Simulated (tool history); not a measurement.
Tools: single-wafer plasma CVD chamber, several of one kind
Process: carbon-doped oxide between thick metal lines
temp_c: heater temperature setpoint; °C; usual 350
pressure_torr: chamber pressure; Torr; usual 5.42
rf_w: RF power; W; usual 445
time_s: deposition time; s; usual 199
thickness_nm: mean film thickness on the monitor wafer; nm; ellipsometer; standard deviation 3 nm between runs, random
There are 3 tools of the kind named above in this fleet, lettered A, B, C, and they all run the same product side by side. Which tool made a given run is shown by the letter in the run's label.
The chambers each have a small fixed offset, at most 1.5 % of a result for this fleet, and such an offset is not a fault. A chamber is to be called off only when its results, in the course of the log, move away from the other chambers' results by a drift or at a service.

run,hour,temp_c,pressure_torr,rf_w,time_s,hours since the last thermocouple change,hours since the last RF generator calibration,hours since the last manometer calibration,"read-back reference wafer on the same gauge, thickness_nm",thickness_nm
1B,4.8,350,5.42,445,199,1684.5,126.9,326,1066.7,956.45
2A,8.5,350,5.42,445,199,1158.3,425,62.7,1066.4,945.73
3C,11.4,350,5.42,445,199,149,573.5,2487.3,1066.7,940.2
4C,16.7,350,5.42,445,199,154.3,578.8,2492.6,1066.8,936.14
5A,19.9,350,5.42,445,199,1169.7,436.4,74.1,1067.1,940.1
6B,23.9,350,5.42,445,199,1703.6,146,345.1,1067,951.32
7C,29.5,350,5.42,445,199,167.1,591.6,2505.4,1066.5,937.53
8A,33.7,350,5.42,445,199,1183.5,450.2,87.9,1066.9,948.33
9B,39.7,350,5.42,445,199,1719.4,161.8,360.9,1066.2,952.12
10A,42.5,350,5.42,385,199,1192.3,459,96.7,1067.2,855.15
11B,47.4,350,5.42,385,199,1727.1,169.5,368.6,1067.2,853.37
12C,52.4,350,5.42,385,199,190,614.5,2528.3,1066.8,839.15
13C,57.5,350,5.42,445,199,195.1,619.6,2533.4,1067.1,936.85
14B,61.7,350,5.42,445,199,1741.4,183.8,382.9,1067.4,948.59
# hour 67: chamber B: thermocouple changed; heater temperature recalibrated
15A,67.3,350,5.42,445,176,1217.1,483.8,121.5,1066.3,834.56
16B,71.6,350,5.42,445,176,4.7,193.7,392.8,1067.2,843.9
17C,77.3,350,5.42,445,176,214.9,639.4,2553.2,1067.7,816.72
18A,83,350,5.42,445,199,1232.8,499.5,137.2,1067.3,941.96
19C,88.6,340,6.44,445,199,226.2,650.7,2564.5,1067.6,969.82
20A,92.4,340,6.44,445,199,1242.2,508.9,146.6,1066.6,994.02
21B,95.7,340,6.44,445,199,28.8,217.8,416.9,1066.6,998.42
22A,101.4,350,5.42,445,199,1251.2,517.9,155.6,1066.4,947.18
23B,105.6,350,5.42,445,199,38.7,227.7,426.8,1066.8,953.75
24C,110.6,350,5.42,445,199,248.2,672.7,2586.5,1067.6,904.72
25B,113.8,350,5.42,445,199,46.9,235.9,435,1066.4,947.82
26A,118.1,350,5.42,445,199,1267.9,534.6,172.3,1067.3,944.4
27C,121.2,350,5.42,445,199,258.8,683.3,2597.1,1066.9,901.79
28B,126.6,350,4.62,415,199,59.7,248.7,447.8,1066.8,877.87
29C,129.5,350,4.62,415,199,267.1,691.6,2605.4,1067.1,833.56

Is one chamber out of step, is the gauge drifting, or do the chambers differ by no more than their own small offsets? For an off chamber, give its letter and the likeliest cause.

Chamber C drifts away from the others.
Cause: delivered RF power below the setpoint (%) = 5.71.

Here are 4 candidates for chamber C's next run, each the usual settings with a change, their results left as question marks. Which one brings its results back in line with what the others give on the usual settings?
Counts as in line when no further than this from what the other chambers average on the usual settings: thickness_nm 10 nm
30C-1,133.8,350,5.42,450,202,,,,,?
30C-2,133.8,361,4.49,445,199,,,,,?
30C-3,133.8,350,5.42,440,196,,,,,?
30C-4,133.8,350,5.42,445,210,,,,,?

What the other chambers average on the usual settings: thickness_nm 947.72 nm
run,thickness_nm
30C-1,920.39
30C-2,851
30C-3,878.65
30C-4,949
30C-4 is the one that brings the chamber's results back in line with the other chambers.
